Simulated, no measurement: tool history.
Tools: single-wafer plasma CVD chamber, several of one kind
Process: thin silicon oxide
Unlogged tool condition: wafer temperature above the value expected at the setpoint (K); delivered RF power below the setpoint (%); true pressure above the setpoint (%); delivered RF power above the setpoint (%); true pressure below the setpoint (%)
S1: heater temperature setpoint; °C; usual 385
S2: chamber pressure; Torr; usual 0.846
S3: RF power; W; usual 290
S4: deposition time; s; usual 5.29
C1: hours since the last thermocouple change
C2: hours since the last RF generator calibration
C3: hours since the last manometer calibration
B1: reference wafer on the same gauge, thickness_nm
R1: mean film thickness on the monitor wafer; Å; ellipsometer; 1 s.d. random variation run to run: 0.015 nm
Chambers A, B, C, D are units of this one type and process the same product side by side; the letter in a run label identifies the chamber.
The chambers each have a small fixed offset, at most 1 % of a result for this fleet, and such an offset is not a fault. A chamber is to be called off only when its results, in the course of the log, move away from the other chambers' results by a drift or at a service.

run   hour   S1     S2   S3    S4      C1      C2      C3      B1       R1
 1D    6.5  385  0.846  290  5.29   378.8  1574.2   920.9  11.405  101.770
 2A   11.6  385  0.846  290  5.29   342.3  1800.8  1228.2  11.405  102.840
 3C   20.4  385  0.846  290  5.29    65.5   116.0   677.5  11.400  101.220
 4B   26.2  385  0.846  290  5.29  1628.5  1228.6  2673.2  11.406  101.570
 5C   33.9  385  0.846  290  5.29    79.0   129.5   691.0  11.410  101.180
 6B   39.7  385  0.846  290  5.29  1642.0  1242.1  2686.7  11.409  101.970
 7D   48.4  385  0.846  290  5.29   420.7  1616.1   962.8  11.416  101.770
 8A   56.1  385  0.846  290  5.29   386.8  1845.3  1272.7  11.415  103.090
 9C   62.7  385  0.846  290  5.29   107.8   158.3   719.8  11.417  101.100
10D   72.8  385  0.846  290  5.29   445.1  1640.5   987.2  11.419  102.110
11B   80.3  385  0.846  290  5.29  1682.6  1282.7  2727.3  11.417  101.790
12A   87.1  385  0.846  290  5.29   417.8  1876.3  1303.7  11.426  102.950
13D   91.9  385  0.846  290  5.29   464.2  1659.6  1006.3  11.423  102.230
14B  100.1  385  0.846  290  5.29  1702.4  1302.5  2747.1  11.424  102.140
15A  105.7  385  0.846  290  5.29   436.4  1894.9  1322.3  11.420  103.290
16C  115.9  391  0.846  290  4.32   161.0   211.5   773.0  11.428   82.389
17A  121.5  391  0.846  290  4.32   452.2  1910.7  1338.1  11.431   83.919
18C  130.8  391  0.846  290  4.32   175.9   226.4   787.9  11.431   82.483
19D  136.9  391  0.846  290  4.32   509.2  1704.6  1051.3  11.437   83.128
20B  141.6  385  0.846  290  5.29  1743.9  1344.0  2788.6  11.433  101.860
21D  147.1  385  0.846  290  5.29   519.4  1714.8  1061.5  11.437  102.060
22B  156.4  385  0.846  290  5.29  1758.7  1358.8  2803.4  11.439  102.000
     162.2  -- chamber A: capacitance manometer re-zeroed and calibrated
23C  163.8  385  0.846  265  4.67   208.9   259.4   820.9  11.440   86.363
24A  169.2  385  0.846  265  4.67   499.9  1958.4     7.1  11.438   87.661
25A  174.2  385  0.846  265  4.67   504.9  1963.4    12.1  11.441   87.708
26D  181.6  385  0.846  265  4.67   553.9  1749.3  1096.0  11.443   86.774
27C  186.7  385  0.846  290  5.29   231.8   282.3   843.8  11.445  101.720
28B  191.9  385  0.846  290  5.29  1794.2  1394.3  2838.9  11.443  102.070
29B  197.0  385  0.846  290  5.29  1799.3  1399.4  2844.0  11.448  102.440
30C  205.0  385  0.846  290  5.29   250.1   300.6   862.1  11.449  101.600
31D  215.6  385  0.846  290  5.29   587.9  1783.3  1130.0  11.450  102.350
32A  224.2  385  0.846  290  5.29   554.9  2013.4    62.1  11.453  103.360
33A  229.6  390  0.681  290  5.29   560.3  2018.8    67.5  11.456   82.901
34C  240.3  390  0.681  290  5.29   285.4   335.9   897.4  11.459   82.312
35D  245.4  390  0.681  290  5.29   617.7  1813.1  1159.8  11.457   82.357
36B  253.4  390  0.681  290  5.29  1855.7  1455.8  2900.4  11.460   82.448
37A  259.8  385  0.846  290  5.29   590.5  2049.0    97.7  11.463  103.080
38C  266.3  385  0.846  290  5.29   311.4   361.9   923.4  11.462  101.820
39D  272.7  385  0.846  290  5.29   645.0  1840.4  1187.1  11.465  102.430

Next, all 4 chambers run the settings below, one line each with question marks for the results. What does each chamber give?
40A  280.4  376  0.846  290  5.29                   ?
40B  280.4  376  0.846  290  5.29                   ?
40C  280.4  376  0.846  290  5.29                   ?
40D  280.4  376  0.846  290  5.29                   ?

run       R1
40A  103.930
40B  102.700
40C  102.230
40D  103.030
